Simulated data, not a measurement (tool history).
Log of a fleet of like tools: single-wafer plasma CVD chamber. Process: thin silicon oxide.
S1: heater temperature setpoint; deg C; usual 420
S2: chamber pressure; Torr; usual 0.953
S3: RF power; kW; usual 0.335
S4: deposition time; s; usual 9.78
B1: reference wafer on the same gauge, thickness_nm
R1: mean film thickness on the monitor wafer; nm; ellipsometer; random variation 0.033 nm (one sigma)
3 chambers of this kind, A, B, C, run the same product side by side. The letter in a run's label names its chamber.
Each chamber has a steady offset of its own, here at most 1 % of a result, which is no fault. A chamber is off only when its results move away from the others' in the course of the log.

run 1C hour=7.7 | S1=420 S2=0.953 S3=0.335 S4=9.78 | B1=18.013 | R1=21.709
run 2B hour=13.5 | S1=420 S2=0.953 S3=0.335 S4=9.78 | B1=18.008 | R1=21.525
run 3A hour=20.5 | S1=420 S2=0.953 S3=0.335 S4=9.78 | B1=18.011 | R1=21.507
run 4B hour=28.4 | S1=420 S2=0.953 S3=0.335 S4=9.78 | B1=18.009 | R1=21.548
run 5A hour=37.4 | S1=420 S2=0.953 S3=0.335 S4=9.78 | B1=18.013 | R1=21.512
run 6C hour=44.4 | S1=420 S2=0.953 S3=0.335 S4=9.78 | B1=18.021 | R1=21.687
run 7B hour=53.3 | S1=426 S2=0.953 S3=0.335 S4=9.78 | B1=18.025 | R1=21.448
run 8A hour=62.4 | S1=426 S2=0.953 S3=0.335 S4=9.78 | B1=18.028 | R1=21.422
-- hour=64.2 chamber A: RF generator calibrated
run 9C hour=69.3 | S1=426 S2=0.953 S3=0.335 S4=9.78 | B1=18.032 | R1=21.667
run 10C hour=76.0 | S1=420 S2=0.953 S3=0.395 S4=8.45 | B1=18.024 | R1=19.940
run 11A hour=80.8 | S1=420 S2=0.953 S3=0.395 S4=8.45 | B1=18.036 | R1=19.795
run 12B hour=89.1 | S1=420 S2=0.953 S3=0.395 S4=8.45 | B1=18.032 | R1=19.854
run 13A hour=98.0 | S1=420 S2=0.953 S3=0.335 S4=9.78 | B1=18.035 | R1=21.576
run 14B hour=108.1 | S1=420 S2=0.953 S3=0.335 S4=9.78 | B1=18.052 | R1=21.554
run 15C hour=117.9 | S1=420 S2=0.953 S3=0.335 S4=9.78 | B1=18.055 | R1=21.702
run 16A hour=125.2 | S1=420 S2=0.953 S3=0.335 S4=9.78 | B1=18.045 | R1=21.617
run 17C hour=134.5 | S1=420 S2=0.953 S3=0.335 S4=9.78 | B1=18.056 | R1=21.764
run 18B hour=140.3 | S1=420 S2=0.953 S3=0.335 S4=9.78 | B1=18.054 | R1=21.609
run 19B hour=149.9 | S1=420 S2=0.953 S3=0.335 S4=9.78 | B1=18.065 | R1=21.597
run 20A hour=155.5 | S1=420 S2=0.953 S3=0.335 S4=9.78 | B1=18.066 | R1=21.660
run 21C hour=164.8 | S1=420 S2=0.953 S3=0.335 S4=9.78 | B1=18.065 | R1=21.777
run 22B hour=173.0 | S1=420 S2=0.953 S3=0.335 S4=9.78 | B1=18.076 | R1=21.602
run 23A hour=182.8 | S1=420 S2=0.953 S3=0.335 S4=9.78 | B1=18.070 | R1=21.642
run 24C hour=192.8 | S1=420 S2=0.953 S3=0.335 S4=9.78 | B1=18.071 | R1=21.757
run 25B hour=198.4 | S1=420 S2=0.953 S3=0.335 S4=9.78 | B1=18.084 | R1=21.574
run 26C hour=203.0 | S1=420 S2=0.953 S3=0.335 S4=9.78 | B1=18.081 | R1=21.769
run 27A hour=211.7 | S1=420 S2=0.953 S3=0.335 S4=9.78 | B1=18.087 | R1=21.627
run 28C hour=220.1 | S1=420 S2=0.953 S3=0.335 S4=9.78 | B1=18.085 | R1=21.717
run 29B hour=226.5 | S1=420 S2=0.953 S3=0.335 S4=9.78 | B1=18.095 | R1=21.607
run 30A hour=234.1 | S1=429 S2=0.953 S3=0.335 S4=8.23 | B1=18.097 | R1=18.061
-- hour=239.6 chamber A: capacitance manometer re-zeroed and calibrated
run 31B hour=243.6 | S1=429 S2=0.953 S3=0.335 S4=8.23 | B1=18.094 | R1=18.139
run 32C hour=248.9 | S1=429 S2=0.953 S3=0.335 S4=8.23 | B1=18.093 | R1=18.281
run 33A hour=253.6 | S1=420 S2=0.953 S3=0.335 S4=9.78 | B1=18.103 | R1=21.621
run 34C hour=258.3 | S1=420 S2=0.953 S3=0.335 S4=9.78 | B1=18.105 | R1=21.768
-- hour=260.1 chamber B: thermocouple changed; heater temperature recalibrated
run 35B hour=267.5 | S1=433 S2=0.953 S3=0.315 S4=9.78 | B1=18.103 | R1=20.914
run 36A hour=276.8 | S1=433 S2=0.953 S3=0.315 S4=9.78 | B1=18.113 | R1=20.999
run 37B hour=282.1 | S1=433 S2=0.953 S3=0.315 S4=9.78 | B1=18.115 | R1=20.959

All 3 chambers run these settings next. Forecast each chamber's results:
run 38A hour=289.5 | S1=410 S2=0.953 S3=0.335 S4=9.78 | R1=?
run 38B hour=289.5 | S1=410 S2=0.953 S3=0.335 S4=9.78 | R1=?
run 38C hour=289.5 | S1=410 S2=0.953 S3=0.335 S4=9.78 | R1=?

run=38A R1=21.820
run=38B R1=21.805
run=38C R1=21.941
